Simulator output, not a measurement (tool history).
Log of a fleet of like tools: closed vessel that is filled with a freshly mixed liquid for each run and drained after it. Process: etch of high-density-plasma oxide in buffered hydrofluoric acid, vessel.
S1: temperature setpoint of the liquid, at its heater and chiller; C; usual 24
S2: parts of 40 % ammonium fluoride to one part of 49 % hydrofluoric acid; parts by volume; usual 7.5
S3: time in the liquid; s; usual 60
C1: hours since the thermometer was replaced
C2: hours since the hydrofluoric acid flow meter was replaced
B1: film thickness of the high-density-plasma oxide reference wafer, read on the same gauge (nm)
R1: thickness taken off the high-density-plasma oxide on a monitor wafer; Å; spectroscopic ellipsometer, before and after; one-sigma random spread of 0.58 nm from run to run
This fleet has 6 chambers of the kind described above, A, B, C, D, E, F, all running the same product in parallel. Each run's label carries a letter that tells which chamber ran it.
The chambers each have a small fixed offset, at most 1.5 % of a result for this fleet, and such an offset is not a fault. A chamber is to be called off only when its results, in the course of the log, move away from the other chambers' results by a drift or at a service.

| run | hour | S1 | S2 | S3 | C1 | C2 | B1 | R1 |
|---|---|---|---|---|---|---|---|---|
| 1B | 3.5 | 24 | 7.5 | 60 | 96.1 | 773 | 89.999 | 969.5 |
| 2C | 8.1 | 24 | 7.5 | 60 | 98.9 | 379.1 | 89.979 | 969.77 |
| 3F | 11.4 | 24 | 7.5 | 60 | 189 | 54.5 | 89.996 | 965 |
| 4A | 15.6 | 24 | 7.5 | 60 | 1903.5 | 1424.1 | 90.022 | 972.96 |
| 5D | 19.5 | 24 | 7.5 | 60 | 803 | 816.4 | 89.99 | 979.87 |
| 6E | 25 | 19.5 | 6.5 | 60 | 614.4 | 726.1 | 90.009 | 871.75 |
| 7B | 31.1 | 19.5 | 6.5 | 60 | 123.7 | 800.6 | 89.932 | 874.45 |
| 8C | 36.4 | 19.5 | 6.5 | 60 | 127.2 | 407.4 | 90.006 | 864.56 |
| 9F | 42.3 | 19.5 | 6.5 | 60 | 219.9 | 85.4 | 89.969 | 879.11 |
| 10D | 47.3 | 19.5 | 6.5 | 60 | 830.8 | 844.2 | 89.982 | 874.01 |
|  | 50.5 | chamber D: hydrofluoric acid flow meter replaced |
| 11A | 52.8 | 19.5 | 6.5 | 60 | 1940.7 | 1461.3 | 90.014 | 876.44 |
| 12E | 57.9 | 24 | 7.5 | 60 | 647.3 | 759 | 90.039 | 972.27 |
| 13A | 62.8 | 24 | 7.5 | 60 | 1950.7 | 1471.3 | 90.008 | 974.83 |
| 14B | 67.4 | 24 | 7.5 | 60 | 160 | 836.9 | 90.007 | 973.54 |
| 15F | 72.4 | 24 | 7.5 | 85 | 250 | 115.5 | 89.957 | 1377 |
| 16D | 78.2 | 24 | 7.5 | 85 | 861.7 | 27.7 | 89.99 | 1401 |
| 17E | 81.7 | 24 | 7.5 | 85 | 671.1 | 782.8 | 89.999 | 1373.7 |
|  | 84.5 | chamber E: thermometer replaced |
| 18C | 87.3 | 24 | 7.5 | 85 | 178.1 | 458.3 | 89.985 | 1358.3 |
| 19A | 91.5 | 24 | 7.5 | 85 | 1979.4 | 1500 | 89.964 | 1372.2 |
| 20F | 95.8 | 24 | 7.5 | 85 | 273.4 | 138.9 | 90.046 | 1376.9 |
| 21D | 98.8 | 28 | 7.5 | 60 | 882.3 | 48.3 | 89.99 | 1224.1 |
|  | 101.1 | chamber A: hydrofluoric acid flow meter replaced |
| 22C | 104.8 | 28 | 7.5 | 60 | 195.6 | 475.8 | 90.005 | 1198 |
| 23B | 108.1 | 28 | 7.5 | 60 | 200.7 | 877.6 | 90.038 | 1203.4 |
| 24E | 111.9 | 28 | 7.5 | 60 | 27.4 | 813 | 90.023 | 1205.5 |
| 25F | 114.5 | 28 | 7.5 | 60 | 292.1 | 157.6 | 89.97 | 1183.3 |
| 26B | 118.3 | 28 | 7.5 | 60 | 210.9 | 887.8 | 89.959 | 1201.4 |
| 27E | 121.2 | 24 | 7.5 | 60 | 36.7 | 822.3 | 90.019 | 967.46 |
| 28D | 126.8 | 24 | 7.5 | 60 | 910.3 | 76.3 | 89.99 | 974.27 |
| 29C | 132.3 | 24 | 7.5 | 60 | 223.1 | 503.3 | 90.045 | 962.59 |
| 30A | 137.1 | 24 | 7.5 | 60 | 2025 | 36.1 | 89.999 | 973.48 |
| 31B | 141 | 24 | 7.5 | 60 | 233.6 | 910.5 | 90.01 | 968.44 |
| 32C | 144.9 | 24 | 7.5 | 60 | 235.7 | 515.9 | 89.977 | 966.72 |
| 33D | 150.8 | 24 | 7.5 | 80 | 934.3 | 100.3 | 90.024 | 1299 |
| 34E | 153.9 | 24 | 7.5 | 80 | 69.4 | 855 | 90.031 | 1289.2 |
| 35A | 158.3 | 24 | 7.5 | 80 | 2046.2 | 57.3 | 90.05 | 1275.1 |
| 36F | 163.9 | 24 | 7.5 | 80 | 341.5 | 207 | 89.985 | 1299.2 |
| 37D | 167 | 24 | 7.5 | 80 | 950.5 | 116.5 | 90.024 | 1313.9 |
| 38B | 170.6 | 24 | 7.5 | 80 | 263.2 | 940.1 | 90.039 | 1297.5 |
| 39A | 175.5 | 24 | 7.5 | 60 | 2063.4 | 74.5 | 90 | 973.22 |
| 40E | 179.1 | 24 | 7.5 | 60 | 94.6 | 880.2 | 89.961 | 976.77 |
| 41F | 184.2 | 24 | 7.5 | 60 | 361.8 | 227.3 | 89.976 | 980.05 |

For the next run the whole fleet of 6 chambers uses the same settings. Give each chamber's results:
| 42A | 188.5 | 24 | 7.5 | 60 |  |  |  | ? |
| 42B | 188.5 | 24 | 7.5 | 60 |  |  |  | ? |
| 42C | 188.5 | 24 | 7.5 | 60 |  |  |  | ? |
| 42D | 188.5 | 24 | 7.5 | 60 |  |  |  | ? |
| 42E | 188.5 | 24 | 7.5 | 60 |  |  |  | ? |
| 42F | 188.5 | 24 | 7.5 | 60 |  |  |  | ? |

| run | R1 |
|---|---|
| 42A | 978.84 |
| 42B | 974.6 |
| 42C | 964.31 |
| 42D | 989.88 |
| 42E | 976.71 |
| 42F | 966.52 |
